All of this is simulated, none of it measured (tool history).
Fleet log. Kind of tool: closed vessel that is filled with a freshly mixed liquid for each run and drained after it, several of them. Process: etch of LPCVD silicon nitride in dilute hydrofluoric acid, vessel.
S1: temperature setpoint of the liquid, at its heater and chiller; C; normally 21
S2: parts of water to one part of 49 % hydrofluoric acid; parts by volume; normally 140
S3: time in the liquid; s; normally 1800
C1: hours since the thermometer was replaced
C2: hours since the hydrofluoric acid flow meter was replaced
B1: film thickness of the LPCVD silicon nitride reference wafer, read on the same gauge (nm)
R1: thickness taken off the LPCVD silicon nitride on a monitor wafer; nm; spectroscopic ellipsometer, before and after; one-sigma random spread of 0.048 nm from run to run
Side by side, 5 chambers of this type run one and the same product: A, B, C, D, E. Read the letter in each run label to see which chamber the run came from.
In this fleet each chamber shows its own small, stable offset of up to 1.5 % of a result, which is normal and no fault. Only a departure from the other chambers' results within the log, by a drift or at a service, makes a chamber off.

Run 1C, hour 8.8: usual settings; C1 1466.9; C2 844.4; B1 150. Result: R1 5.0825 nm.
Run 2A, hour 19.4: usual settings; C1 123; C2 742.7; B1 150.01. Result: R1 5.1613 nm.
At hour 24.9: chamber C: hydrofluoric acid flow meter replaced.
Run 3E, hour 30.9: usual settings; C1 970.4; C2 151; B1 150. Result: R1 5.2306 nm.
Run 4B, hour 40.5: usual settings; C1 250.5; C2 784.4; B1 149.99. Result: R1 5.1309 nm.
Run 5D, hour 47.1: usual settings; C1 897.3; C2 1020.7; B1 150. Result: R1 5.2092 nm.
Run 6A, hour 53.8: usual settings; C1 157.4; C2 777.1; B1 150.01. Result: R1 5.1066 nm.
Run 7C, hour 63.2: usual settings but S3 2730 s; C1 1521.3; C2 38.4; B1 150. Result: R1 7.8416 nm.
Run 8D, hour 69.8: usual settings but S3 2730 s; C1 920; C2 1043.4; B1 150. Result: R1 7.8203 nm.
Run 9E, hour 77.7: usual settings but S3 2730 s; C1 1017.2; C2 197.8; B1 149.99. Result: R1 7.8972 nm.
Run 10B, hour 86.4: usual settings but S3 2730 s; C1 296.4; C2 830.3; B1 150.02. Result: R1 7.8869 nm.
Run 11E, hour 94.2: usual settings but S3 2730 s; C1 1033.7; C2 214.3; B1 150. Result: R1 7.8365 nm.
Run 12B, hour 102.1: usual settings; C1 312.1; C2 846; B1 149.99. Result: R1 5.2418 nm.
Run 13C, hour 107.6: usual settings; C1 1565.7; C2 82.8; B1 149.97. Result: R1 5.1284 nm.
Run 14D, hour 113: usual settings; C1 963.2; C2 1086.6; B1 150.03. Result: R1 5.1404 nm.
Run 15A, hour 122.7: usual settings; C1 226.3; C2 846; B1 150.01. Result: R1 5.0338 nm.
Run 16B, hour 130.4: usual settings; C1 340.4; C2 874.3; B1 150. Result: R1 5.1785 nm.
Run 17E, hour 142.1: usual settings; C1 1081.6; C2 262.2; B1 150. Result: R1 5.2588 nm.
Run 18D, hour 153.4: usual settings; C1 1003.6; C2 1127; B1 150. Result: R1 5.1479 nm.
Run 19C, hour 164.4: usual settings; C1 1622.5; C2 139.6; B1 150.03. Result: R1 5.1957 nm.
Run 20A, hour 174.6: usual settings; C1 278.2; C2 897.9; B1 149.98. Result: R1 5.1188 nm.
Run 21A, hour 182.7: usual settings; C1 286.3; C2 906; B1 150.01. Result: R1 5.1618 nm.
Run 22B, hour 194.4: usual settings; C1 404.4; C2 938.3; B1 150. Result: R1 5.1994 nm.
Run 23C, hour 200.7: usual settings; C1 1658.8; C2 175.9; B1 149.99. Result: R1 5.1938 nm.
Run 24E, hour 210.1: usual settings; C1 1149.6; C2 330.2; B1 150.01. Result: R1 5.2461 nm.
Run 25D, hour 215.5: usual settings; C1 1065.7; C2 1189.1; B1 149.98. Result: R1 5.0598 nm.
Run 26A, hour 225.6: usual settings; C1 329.2; C2 948.9; B1 149.98. Result: R1 5.0759 nm.
Run 27C, hour 236.6: usual settings; C1 1694.7; C2 211.8; B1 150.01. Result: R1 5.126 nm.
Run 28B, hour 246.3: usual settings but S1 17 C, S3 1040 s; C1 456.3; C2 990.2; B1 150.02. Result: R1 2.3073 nm.
Run 29D, hour 258: usual settings but S1 17 C, S3 1040 s; C1 1108.2; C2 1231.6; B1 150.01. Result: R1 2.281 nm.
Run 30E, hour 269.9: usual settings but S1 17 C, S3 1040 s; C1 1209.4; C2 390; B1 150. Result: R1 2.2931 nm.
At hour 273.5: chamber C: thermometer replaced.
Run 31C, hour 275.5: usual settings but S1 17 C, S3 1040 s; C1 2; C2 250.7; B1 149.98. Result: R1 2.286 nm.
At hour 283.4: chamber D: hydrofluoric acid flow meter replaced.
Run 32B, hour 286.4: usual settings but S1 17 C, S3 1040 s; C1 496.4; C2 1030.3; B1 149.99. Result: R1 2.299 nm.
Run 33A, hour 292.4: usual settings but S1 25 C, S3 1300 s; C1 396; C2 1015.7; B1 149.99. Result: R1 4.8531 nm.
Run 34D, hour 301.7: usual settings but S1 25 C, S3 1300 s; C1 1151.9; C2 18.4; B1 150. Result: R1 4.7922 nm.
Run 35E, hour 308.3: usual settings but S1 25 C, S3 1300 s; C1 1247.8; C2 428.4; B1 149.98. Result: R1 4.9341 nm.
Run 36B, hour 319.4: usual settings but S1 25 C, S3 1300 s; C1 529.4; C2 1063.3; B1 150.01. Result: R1 4.8271 nm.
Run 37D, hour 328.8: usual settings but S1 25 C, S3 1300 s; C1 1179; C2 45.5; B1 149.99. Result: R1 4.7552 nm.
Run 38C, hour 341: usual settings; C1 67.5; C2 316.2; B1 149.99. Result: R1 5.2077 nm.
Run 39A, hour 352.2: usual settings; C1 455.8; C2 1075.5; B1 150.01. Result: R1 5.1192 nm.
Run 40E, hour 358.5: usual settings; C1 1298; C2 478.6; B1 149.99. Result: R1 5.2468 nm.
Run 41A, hour 365.4: usual settings; C1 469; C2 1088.7; B1 150.01. Result: R1 5.0326 nm.
Run 42D, hour 375.5: usual settings; C1 1225.7; C2 92.2; B1 150.01. Result: R1 5.1925 nm.

Predict what each chamber gives when all 5 of them run the settings below next.
Run 43A, hour 384.4: usual settings but S1 24 C. Result: R1 ?.
Run 43B, hour 384.4: usual settings but S1 24 C. Result: R1 ?.
Run 43C, hour 384.4: usual settings but S1 24 C. Result: R1 ?.
Run 43D, hour 384.4: usual settings but S1 24 C. Result: R1 ?.
Run 43E, hour 384.4: usual settings but S1 24 C. Result: R1 ?.

run      R1
43A  6.1591
43B  6.3342
43C  6.2035
43D  6.2222
43E  6.2459
